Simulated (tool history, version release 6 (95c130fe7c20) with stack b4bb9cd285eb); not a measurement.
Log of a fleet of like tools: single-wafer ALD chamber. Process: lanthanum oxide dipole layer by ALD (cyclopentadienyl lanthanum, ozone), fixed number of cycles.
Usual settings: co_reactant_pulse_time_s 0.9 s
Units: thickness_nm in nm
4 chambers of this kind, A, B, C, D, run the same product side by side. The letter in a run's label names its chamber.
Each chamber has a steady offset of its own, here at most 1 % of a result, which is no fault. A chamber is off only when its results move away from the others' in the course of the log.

run	hour	co_reactant_pulse_time_s	read-back reference wafer on the same gauge, thickness_nm	thickness_nm
1B	8.9	0.9	0.39979	0.48225
2C	19	0.9	0.39983	0.47931
3A	25	0.9	0.39976	0.48465
# hour 25.4: chamber A: ozone generator serviced
4D	37.5	0.9	0.39986	0.48473
5A	46.1	0.9	0.39964	0.48551
6D	53.3	0.9	0.39959	0.48639
7C	61.1	0.9	0.39967	0.47797
8B	71.2	0.9	0.39945	0.48127
9D	77.3	0.9	0.39944	0.48575
10A	86.6	0.9	0.3995	0.48545
11C	92.1	0.9	0.39933	0.47728
12B	97.7	1.13	0.39936	0.5153
# hour 104: chamber B: thermocouple changed; heater temperature recalibrated
13A	105.7	1.13	0.39932	0.52266
14B	115.1	1.13	0.39929	0.51479
15D	123	1.13	0.39919	0.52025
16C	130.1	0.9	0.39913	0.47818
17D	136.3	0.78	0.3991	0.45913
18B	142.4	0.78	0.39902	0.45709
19A	150.1	0.78	0.39882	0.4579
20C	161.7	0.78	0.39896	0.45082
21C	171.4	0.9	0.39893	0.47709
22B	182.1	0.9	0.39883	0.47934
23A	191.8	0.9	0.39875	0.48562
24D	204.3	0.9	0.39864	0.48438
25D	213.1	0.9	0.39852	0.48393
26B	221.8	0.9	0.39865	0.48054
27A	229.1	0.9	0.39858	0.48374
28C	237.7	0.9	0.39843	0.47639
29A	247.9	0.9	0.39842	0.48339
30B	260.2	0.9	0.39827	0.47975
31C	268.3	0.9	0.39828	0.47636
32D	274.5	1.21	0.39826	0.528
33C	283.2	1.21	0.39828	0.52265
# hour 287.8: chamber D: ozone generator serviced
34B	293	1.21	0.3982	0.52332
35D	302.8	1.21	0.398	0.52875
36A	314.5	0.9	0.39803	0.48244
37D	322.5	0.9	0.39802	0.48375

All 4 chambers run these settings next. Forecast each chamber's results:
38A	331.4	1.24		?
38B	331.4	1.24		?
38C	331.4	1.24		?
38D	331.4	1.24		?

run	thickness_nm
38A	0.5304
38B	0.52683
38C	0.5244
38D	0.53001
